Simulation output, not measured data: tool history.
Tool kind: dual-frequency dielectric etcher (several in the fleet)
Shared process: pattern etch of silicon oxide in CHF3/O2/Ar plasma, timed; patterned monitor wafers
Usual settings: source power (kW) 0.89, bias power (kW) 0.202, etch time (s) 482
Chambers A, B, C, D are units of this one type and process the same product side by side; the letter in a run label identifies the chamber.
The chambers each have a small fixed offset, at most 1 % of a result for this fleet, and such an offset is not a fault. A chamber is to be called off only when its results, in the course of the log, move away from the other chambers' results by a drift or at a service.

run   hour  source power (kW)  bias power (kW)  etch time (s)  hours since the last wet clean  hours since the last source power generator calibration  hours since the last bias power generator calibration  read-back reference wafer on the same gauge, depth_nm  mean etch depth across the wafer (Å)
 1A    5.6               0.89            0.202            482                            26.2                                                     38.9                                                 1799.5                                                   1120                                 11413
 2C     10               0.89            0.202            482                             365                                                   1010.5                                                 3462.5                                                 1119.5                                 11512
 3B   13.8               0.89            0.202            482                           201.2                                                   2551.7                                                 3477.1                                                 1119.6                                 11534
 4D   17.2               0.89            0.202            482                           432.2                                                    703.1                                                 1901.8                                                 1119.2                                 11584
 5A   22.7               0.89            0.202            482                            43.3                                                       56                                                 1816.6                                                 1118.6                                 11423
 6D   26.4               0.89            0.202            482                           441.4                                                    712.3                                                   1911                                                   1119                                 11580
 7C   29.5               0.89            0.202            482                           384.5                                                     1030                                                   3482                                                 1119.1                                 11535
 8B   33.3               0.98            0.202            554                           220.7                                                   2571.2                                                 3496.6                                                 1118.6                                 13776
 9B     36               0.98            0.202            554                           223.4                                                   2573.9                                                 3499.3                                                 1118.6                                 13807
10A   39.1               0.98            0.202            554                            59.7                                                     72.4                                                   1833                                                 1118.2                                 13578
      39.4  -- chamber C: wet clean of the chamber
11D   42.7               0.98            0.202            554                           457.7                                                    728.6                                                 1927.3                                                 1117.8                                 13764
12C   47.5               0.89            0.202            482                             8.1                                                     1048                                                   3500                                                   1118                                 11503
13D   50.4               0.89            0.235          574.5                           465.4                                                    736.3                                                   1935                                                 1117.7                                 14514
14A   54.1               0.89            0.235          574.5                            74.7                                                     87.4                                                   1848                                                 1117.7                                 14277
15B   59.4               0.89            0.235          574.5                           246.8                                                   2597.3                                                 3522.7                                                 1117.2                                 14479
16C     65               0.89            0.235          574.5                            25.6                                                   1065.5                                                 3517.5                                                 1117.1                                 14447
17A   67.8               0.89            0.202            482                            88.4                                                    101.1                                                 1861.7                                                 1117.5                                 11392
18D   71.7               0.89            0.202            482                           486.7                                                    757.6                                                 1956.3                                                 1116.9                                 11542
19C   75.4               0.89            0.202            482                              36                                                   1075.9                                                 3527.9                                                 1116.6                                 11499
20B   78.8               0.89            0.202            482                           266.2                                                   2616.7                                                 3542.1                                                 1116.5                                 11528
21D   82.7               0.89            0.202            482                           497.7                                                    768.6                                                 1967.3                                                 1116.7                                 11537
22C   85.4               0.89            0.202            482                              46                                                   1085.9                                                 3537.9                                                 1116.3                                 11503
23B   90.3               0.89            0.202            482                           277.7                                                   2628.2                                                 3553.6                                                 1116.1                                 11514
24A     95               0.89            0.202            482                           115.6                                                    128.3                                                 1888.9                                                   1116                                 11354
25A   98.4               0.89            0.202            482                             119                                                    131.7                                                 1892.3                                                 1115.9                                 11341
26C    104               0.89            0.202            482                            64.6                                                   1104.5                                                 3556.5                                                 1115.5                                 11496
27D  109.5               0.89            0.202            482                           524.5                                                    795.4                                                 1994.1                                                 1115.6                                 11503
28B  114.5               0.89            0.202            482                           301.9                                                   2652.4                                                 3577.8                                                 1115.3                                 11504
29B  118.2               0.89            0.202            482                           305.6                                                   2656.1                                                 3581.5                                                 1115.1                                 11496
30D  122.6               0.78            0.202            606                           537.6                                                    808.5                                                 2007.2                                                   1115                                 13769
31C  126.1               0.78            0.202            606                            86.7                                                   1126.6                                                 3578.6                                                 1114.9                                 13687

Which is it: a chamber that has drifted or been left off by a service, a gauge drift common to all chambers, or only each chamber's usual small offset? If a chamber is off, name it and its likeliest cause.

No chamber is off; the gauge reading every chamber's wafers drifts, which makes the whole fleet appear to move together.
What lies behind it: gauge reads low (%) = 0.486.
